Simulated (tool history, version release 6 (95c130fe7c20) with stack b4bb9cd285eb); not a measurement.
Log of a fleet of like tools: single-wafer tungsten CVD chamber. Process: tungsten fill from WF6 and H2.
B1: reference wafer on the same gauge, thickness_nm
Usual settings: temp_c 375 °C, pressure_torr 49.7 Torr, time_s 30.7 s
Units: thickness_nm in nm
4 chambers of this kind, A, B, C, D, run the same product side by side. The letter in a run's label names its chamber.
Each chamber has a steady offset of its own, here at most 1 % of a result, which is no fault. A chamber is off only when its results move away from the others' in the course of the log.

run 1C day=0.288 | temp_c=375 pressure_torr=49.7 time_s=30.7 | B1=67.591 | thickness_nm=69.379
run 2B day=0.525 | temp_c=375 pressure_torr=49.7 time_s=30.7 | B1=67.585 | thickness_nm=69.394
run 3A day=0.888 | temp_c=375 pressure_torr=49.7 time_s=30.7 | B1=67.583 | thickness_nm=69.534
run 4D day=1.196 | temp_c=375 pressure_torr=49.7 time_s=30.7 | B1=67.579 | thickness_nm=69.149
run 5C day=1.596 | temp_c=375 pressure_torr=49.7 time_s=30.7 | B1=67.552 | thickness_nm=69.244
run 6A day=1.925 | temp_c=375 pressure_torr=49.7 time_s=30.7 | B1=67.544 | thickness_nm=69.69
run 7D day=2.25 | temp_c=375 pressure_torr=49.7 time_s=30.7 | B1=67.56 | thickness_nm=69.092
run 8B day=2.671 | temp_c=375 pressure_torr=49.7 time_s=30.7 | B1=67.529 | thickness_nm=69.375
run 9D day=2.979 | temp_c=375 pressure_torr=49.7 time_s=30.7 | B1=67.518 | thickness_nm=69.187
run 10C day=3.438 | temp_c=375 pressure_torr=49.7 time_s=30.7 | B1=67.52 | thickness_nm=69.097
run 11A day=3.804 | temp_c=375 pressure_torr=49.7 time_s=30.7 | B1=67.478 | thickness_nm=69.574
run 12B day=4.196 | temp_c=375 pressure_torr=49.7 time_s=30.7 | B1=67.497 | thickness_nm=69.396
run 13B day=4.621 | temp_c=375 pressure_torr=40.1 time_s=32.8 | B1=67.462 | thickness_nm=67.06
run 14D day=4.871 | temp_c=375 pressure_torr=40.1 time_s=32.8 | B1=67.472 | thickness_nm=67.066
run 15A day=5.188 | temp_c=375 pressure_torr=40.1 time_s=32.8 | B1=67.456 | thickness_nm=67.124
run 16C day=5.667 | temp_c=375 pressure_torr=40.1 time_s=32.8 | B1=67.449 | thickness_nm=66.858
run 17C day=5.967 | temp_c=375 pressure_torr=49.7 time_s=26.7 | B1=67.434 | thickness_nm=60.191
run 18B day=6.275 | temp_c=375 pressure_torr=49.7 time_s=26.7 | B1=67.438 | thickness_nm=60.17
run 19A day=6.758 | temp_c=375 pressure_torr=49.7 time_s=26.7 | B1=67.423 | thickness_nm=60.26
run 20D day=7.204 | temp_c=375 pressure_torr=49.7 time_s=26.7 | B1=67.386 | thickness_nm=59.965
run 21A day=7.608 | temp_c=375 pressure_torr=49.7 time_s=30.7 | B1=67.381 | thickness_nm=69.287
run 22D day=8.008 | temp_c=375 pressure_torr=49.7 time_s=30.7 | B1=67.376 | thickness_nm=68.889
run 23B day=8.338 | temp_c=375 pressure_torr=49.7 time_s=30.7 | B1=67.379 | thickness_nm=69.273
run 24C day=8.821 | temp_c=375 pressure_torr=49.7 time_s=30.7 | B1=67.365 | thickness_nm=69.102
run 25B day=9.133 | temp_c=375 pressure_torr=49.7 time_s=30.7 | B1=67.337 | thickness_nm=69.243
run 26D day=9.371 | temp_c=375 pressure_torr=49.7 time_s=30.7 | B1=67.335 | thickness_nm=68.83
run 27C day=9.725 | temp_c=362 pressure_torr=49.7 time_s=34.4 | B1=67.325 | thickness_nm=58.617
run 28A day=10.204 | temp_c=362 pressure_torr=49.7 time_s=34.4 | B1=67.301 | thickness_nm=58.661

What goes on in this fleet: one chamber off, a drifting gauge, or nothing beyond the chambers' own small offsets? Name the chamber and the cause, if any.

The gauge drifts, so all chambers seem to drift together. No chamber is off.
Cause: gauge reads low (%) = 0.435.

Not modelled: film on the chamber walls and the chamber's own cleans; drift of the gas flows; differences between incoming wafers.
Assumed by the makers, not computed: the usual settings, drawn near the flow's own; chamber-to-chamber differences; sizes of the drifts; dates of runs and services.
